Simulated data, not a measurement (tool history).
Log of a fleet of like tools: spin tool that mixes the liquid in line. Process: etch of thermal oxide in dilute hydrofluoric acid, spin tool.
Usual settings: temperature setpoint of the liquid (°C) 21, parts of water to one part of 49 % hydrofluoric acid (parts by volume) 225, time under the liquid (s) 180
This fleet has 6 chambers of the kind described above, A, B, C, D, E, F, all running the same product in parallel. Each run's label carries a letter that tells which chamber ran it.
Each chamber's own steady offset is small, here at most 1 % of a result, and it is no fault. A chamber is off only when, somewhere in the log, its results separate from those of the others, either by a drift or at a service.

run     day  temperature setpoint of the liquid (°C)  parts of water to one part of 49 % hydrofluoric acid (parts by volume)  time under the liquid (s)  hours since the thermometer was replaced  hours since the hydrofluoric acid flow meter was replaced  read-back film thickness of the thermal oxide reference wafer, read on the same gauge (nm)  thickness taken off the thermal oxide on a monitor wafer (angstrom)
 1E   0.571                                       21                                                                     225                        180                                    1798.6                                                     2020.0                                                                                      110.02                                                               30.764
 2D   1.138                                       21                                                                     225                        180                                     277.8                                                      259.3                                                                                      110.01                                                               30.206
 3C   1.438                                       21                                                                     225                        180                                     931.2                                                      629.4                                                                                      110.07                                                               29.925
 4F   2.038                                       21                                                                     225                        180                                    1920.0                                                      445.6                                                                                      109.99                                                               30.202
      2.329  -- chamber E: thermometer replaced
 5B   2.612                                       21                                                                     225                        180                                     251.5                                                      885.4                                                                                      110.04                                                               30.451
 6A   3.204                                       21                                                                     225                        180                                     805.6                                                      357.4                                                                                      110.01                                                               30.001
 7C   3.783                                       21                                                                     225                        180                                     987.5                                                      685.7                                                                                      109.98                                                               29.741
 8A   4.083                                       21                                                                     225                        180                                     826.7                                                      378.5                                                                                      110.01                                                               30.741
 9F   4.588                                       21                                                                     225                        180                                    1981.2                                                      506.8                                                                                      110.01                                                               29.500
10D   4.979                                       21                                                                     225                        180                                     370.0                                                      351.5                                                                                      109.98                                                               29.709
11B   5.379                                       21                                                                     225                        180                                     317.9                                                      951.8                                                                                      110.00                                                               30.099
12E   5.654                                       21                                                                     225                        180                                      79.8                                                     2142.0                                                                                      109.99                                                               29.934
13F   6.217                                       17                                                                     130                        180                                    2020.3                                                      545.9                                                                                      109.97                                                               48.735
14D   6.588                                       17                                                                     130                        180                                     408.6                                                      390.1                                                                                      110.00                                                               48.888
      6.696  -- chamber F: hydrofluoric acid flow meter replaced
15B   7.079                                       17                                                                     130                        180                                     358.7                                                      992.6                                                                                      109.98                                                               48.408
16A   7.533                                       17                                                                     130                        180                                     909.5                                                      461.3                                                                                      109.98                                                               49.908
17C   7.821                                       17                                                                     130                        180                                    1084.4                                                      782.6                                                                                      109.95                                                               50.562
18E   8.183                                       17                                                                     130                        180                                     140.5                                                     2202.7                                                                                      110.02                                                               48.075
19F   8.738                                       21                                                                     225                        180                                    2080.8                                                       49.0                                                                                      110.05                                                               29.828
20D   9.283                                       21                                                                     225                        180                                     473.3                                                      454.8                                                                                      110.01                                                               29.672
21C   9.650                                       21                                                                     225                        180                                    1128.3                                                      826.5                                                                                      110.01                                                               30.083
22B   9.938                                       21                                                                     225                        180                                     427.3                                                     1061.2                                                                                      109.93                                                               29.654
23A  10.283                                       21                                                                     225                        180                                     975.5                                                      527.3                                                                                      110.00                                                               32.087
24E  10.829                                       21                                                                     225                        180                                     204.0                                                     2266.2                                                                                      109.99                                                               29.912
25A  11.162                                       21                                                                     225                        180                                     996.6                                                      548.4                                                                                      109.92                                                               31.291
26F  11.700                                       21                                                                     225                         85                                    2151.9                                                      120.1                                                                                      110.00                                                               13.895
27C  12.083                                       21                                                                     225                         85                                    1186.7                                                      884.9                                                                                      109.99                                                               14.290
28D  12.542                                       21                                                                     225                         85                                     551.5                                                      533.0                                                                                      109.98                                                               14.354
     12.788  -- chamber F: thermometer replaced
     13.083  -- chamber E: hydrofluoric acid flow meter replaced
29B  13.117                                       21                                                                     225                         85                                     503.6                                                     1137.5                                                                                      109.97                                                               14.250
30E  13.700                                       21                                                                     225                         85                                     272.9                                                       14.9                                                                                      109.96                                                               14.202
31D  13.988                                       21                                                                     225                         85                                     586.2                                                      567.7                                                                                      110.00                                                               14.009
32E  14.358                                       21                                                                     225                        180                                     288.7                                                       30.7                                                                                      109.98                                                               30.050
33F  14.792                                       21                                                                     225                        180                                      48.2                                                      194.3                                                                                      110.02                                                               29.578
34B  15.121                                       21                                                                     225                        180                                     551.7                                                     1185.6                                                                                      110.06                                                               29.647
35C  15.521                                       21                                                                     225                        180                                    1269.2                                                      967.4                                                                                      109.99                                                               30.066
36A  15.796                                       21                                                                     225                        180                                    1107.8                                                      659.6                                                                                      110.01                                                               33.023
37F  16.062                                       21                                                                     225                        180                                      78.7                                                      224.8                                                                                      110.02                                                               29.799
38B  16.400                                       21                                                                     225                        180                                     582.4                                                     1216.3                                                                                      109.94                                                               29.702

Is one chamber out of step, is the gauge drifting, or do the chambers differ by no more than their own small offsets? For an off chamber, give its letter and the likeliest cause.

It is chamber A that slowly wanders off from its peers.
Most likely cause: hydrofluoric acid flow above the setpoint (%) = 9.45.
Not necessarily distinguishable in this log from: liquid hotter than its thermometer reads (K).

Below are 4 candidate recipes for chamber A's next run, each the usual settings with a change, their results shown as question marks. Which of them brings A's results back in line with what the other chambers give on the usual settings?
Maximum distance from the other chambers' mean on the usual settings for a result to count as in line: thickness taken off the thermal oxide on a monitor wafer (angstrom) 1.300
39A-1  16.833                                       21                                                                     220                        180                                                                                                                                                                                                                                                                     ?
39A-2  16.833                                       21                                                                     235                        170                                                                                                                                                                                                                                                                     ?
39A-3  16.833                                       21                                                                     225                        175                                                                                                                                                                                                                                                                     ?
39A-4  16.833                                       21                                                                     215                        190                                                                                                                                                                                                                                                                     ?

Mean of the other chambers on the usual settings: thickness taken off the thermal oxide on a monitor wafer (angstrom) 30.034
  run  thickness taken off the thermal oxide on a monitor wafer (angstrom)
39A-1                                                               34.521
39A-2                                                               30.144
39A-3                                                               32.680
39A-4                                                               37.442
The right change is 39A-2: it brings the chamber back within the allowed miss of the others.
